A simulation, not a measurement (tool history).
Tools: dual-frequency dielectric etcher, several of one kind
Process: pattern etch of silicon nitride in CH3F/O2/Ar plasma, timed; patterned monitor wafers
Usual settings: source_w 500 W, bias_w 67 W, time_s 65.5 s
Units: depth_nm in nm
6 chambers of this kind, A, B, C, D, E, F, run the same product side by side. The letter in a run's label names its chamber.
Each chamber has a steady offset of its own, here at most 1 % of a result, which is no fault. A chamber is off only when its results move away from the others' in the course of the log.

run,hour,source_w,bias_w,time_s,"read-back reference wafer on the same gauge, depth_nm",depth_nm
1E,6.4,500,67,65.5,53.192,48.947
2D,12.3,500,67,65.5,53.195,48.929
3B,17.9,500,67,65.5,53.171,48.502
4A,23.2,500,67,65.5,53.137,48.329
5C,26.5,500,67,65.5,53.137,48.539
6F,31.1,500,67,65.5,53.136,48.513
7C,36.2,500,67,65.5,53.141,48.726
8D,39.8,500,67,65.5,53.154,48.735
9B,43.6,500,67,65.5,53.122,48.449
10E,48.5,500,67,65.5,53.122,48.784
11F,53.9,580,67,65.5,53.112,51.529
12A,59.9,580,67,65.5,53.082,51.325
13F,63.2,580,67,65.5,53.096,51.259
14B,66.2,580,67,65.5,53.088,51.210
15D,71.9,580,67,65.5,53.079,51.705
16A,77.2,580,67,65.5,53.075,51.157
17C,83.3,500,67,65.5,53.044,48.484
18E,89.2,540,67,52.0,53.052,39.868
19C,92.6,540,67,52.0,53.027,39.702
20E,96.5,540,67,52.0,53.038,39.858
21B,101.6,540,67,52.0,53.018,39.392
22A,105.4,540,67,52.0,53.020,39.486
23D,112.1,540,67,52.0,52.999,39.767
24F,116.6,500,67,65.5,53.012,48.254
25F,121.6,500,67,65.5,52.984,48.427
26A,125.6,500,67,65.5,52.971,48.206
27D,131.2,500,67,65.5,52.973,48.704
28C,134.3,500,67,65.5,52.976,48.598
29B,138.7,500,67,65.5,52.978,48.309
30E,144.0,500,67,65.5,52.951,48.894
31C,147.5,500,67,65.5,52.939,48.541
32D,152.6,500,67,65.5,52.926,48.665
33B,158.7,500,67,65.5,52.891,48.220
34E,163.7,500,67,65.5,52.909,48.647
35F,169.4,500,67,65.5,52.910,48.319
36A,173.4,500,67,65.5,52.909,47.981
37D,179.3,500,67,65.5,52.886,48.640
38B,184.2,500,67,65.5,52.874,48.301
39E,191.0,500,67,65.5,52.878,48.610
40C,197.6,500,67,65.5,52.869,48.419
41F,200.8,500,67,65.5,52.852,48.202
42A,205.4,500,67,65.5,52.843,48.180

Is one chamber off against the others, does the gauge drift, or is nothing wrong? If a chamber is off, say which, and what the likeliest cause is.

The gauge drifts, so all chambers seem to drift together. No chamber is off.
Cause: gauge reads low (%) = 0.691.
